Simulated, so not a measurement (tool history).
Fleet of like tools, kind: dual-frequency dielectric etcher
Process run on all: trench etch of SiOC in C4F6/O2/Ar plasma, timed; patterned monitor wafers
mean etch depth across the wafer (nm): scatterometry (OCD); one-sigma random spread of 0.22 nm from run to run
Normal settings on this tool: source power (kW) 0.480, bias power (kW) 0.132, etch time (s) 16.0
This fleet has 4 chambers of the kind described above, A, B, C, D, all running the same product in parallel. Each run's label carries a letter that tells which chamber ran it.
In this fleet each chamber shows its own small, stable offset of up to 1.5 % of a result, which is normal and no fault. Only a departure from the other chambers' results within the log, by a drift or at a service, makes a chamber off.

run,hour,source power (kW),bias power (kW),etch time (s),"read-back reference wafer on the same gauge, depth_nm",mean etch depth across the wafer (nm)
1B,3.6,0.480,0.132,16.0,35.247,32.289
2D,8.1,0.480,0.132,16.0,35.240,32.831
3C,14.1,0.480,0.132,16.0,35.265,32.555
4A,18.9,0.480,0.132,16.0,35.177,32.893
5C,24.2,0.480,0.132,16.0,35.230,32.592
6A,28.2,0.480,0.132,16.0,35.237,32.819
7D,32.9,0.480,0.132,16.0,35.185,32.421
8B,39.0,0.480,0.132,16.0,35.238,32.163
9C,42.5,0.580,0.132,16.0,35.179,35.048
10D,46.4,0.580,0.132,16.0,35.200,35.378
11A,50.1,0.580,0.132,16.0,35.124,35.377
12B,54.1,0.580,0.132,16.0,35.172,35.155
13C,59.5,0.480,0.132,16.0,35.249,31.997
14A,62.7,0.480,0.132,16.0,35.176,33.073
15D,67.5,0.480,0.152,16.0,35.208,33.999
# hour 70.0: chamber D: wet clean of the chamber
16B,72.7,0.480,0.152,16.0,35.160,33.865
17D,77.3,0.480,0.152,16.0,35.249,33.967
18B,83.3,0.480,0.152,16.0,35.162,33.945
19C,86.8,0.480,0.112,20.5,35.221,39.386
20A,90.6,0.480,0.112,20.5,35.218,40.386
21C,95.2,0.480,0.112,20.5,35.303,39.733
22A,101.0,0.480,0.112,20.5,35.215,39.902
23D,103.7,0.480,0.132,16.0,35.227,32.710
24B,107.6,0.480,0.132,16.0,35.206,32.362
25D,112.1,0.480,0.132,16.0,35.209,32.769
26A,116.8,0.480,0.132,16.0,35.247,33.371
27C,119.5,0.480,0.132,16.0,35.230,32.881
28B,123.6,0.480,0.132,16.0,35.189,32.579
29D,126.6,0.480,0.132,16.0,35.156,32.764
30A,129.2,0.480,0.132,16.0,35.141,33.082
31B,133.7,0.480,0.132,16.0,35.213,32.003
32C,137.3,0.480,0.132,16.0,35.144,32.416
33A,142.3,0.480,0.132,16.0,35.180,33.001
34B,145.9,0.480,0.132,16.0,35.181,32.528
35D,151.9,0.480,0.157,14.5,35.196,30.663
36C,157.7,0.480,0.157,14.5,35.167,31.129
37C,162.9,0.480,0.157,14.5,35.201,30.920
38A,168.7,0.480,0.157,14.5,35.255,31.562
39D,174.1,0.480,0.132,16.0,35.248,32.773
40B,178.7,0.480,0.132,16.0,35.179,32.748
41C,181.7,0.560,0.110,16.0,35.183,33.217
42D,185.5,0.560,0.110,16.0,35.211,33.230

All chambers now run identical settings, listed one chamber a line with results as question marks. What results will each chamber show?
43A,189.9,0.480,0.132,16.0,,?
43B,189.9,0.480,0.132,16.0,,?
43C,189.9,0.480,0.132,16.0,,?
43D,189.9,0.480,0.132,16.0,,?

run,mean etch depth across the wafer (nm)
43A,33.411
43B,31.979
43C,32.480
43D,32.771
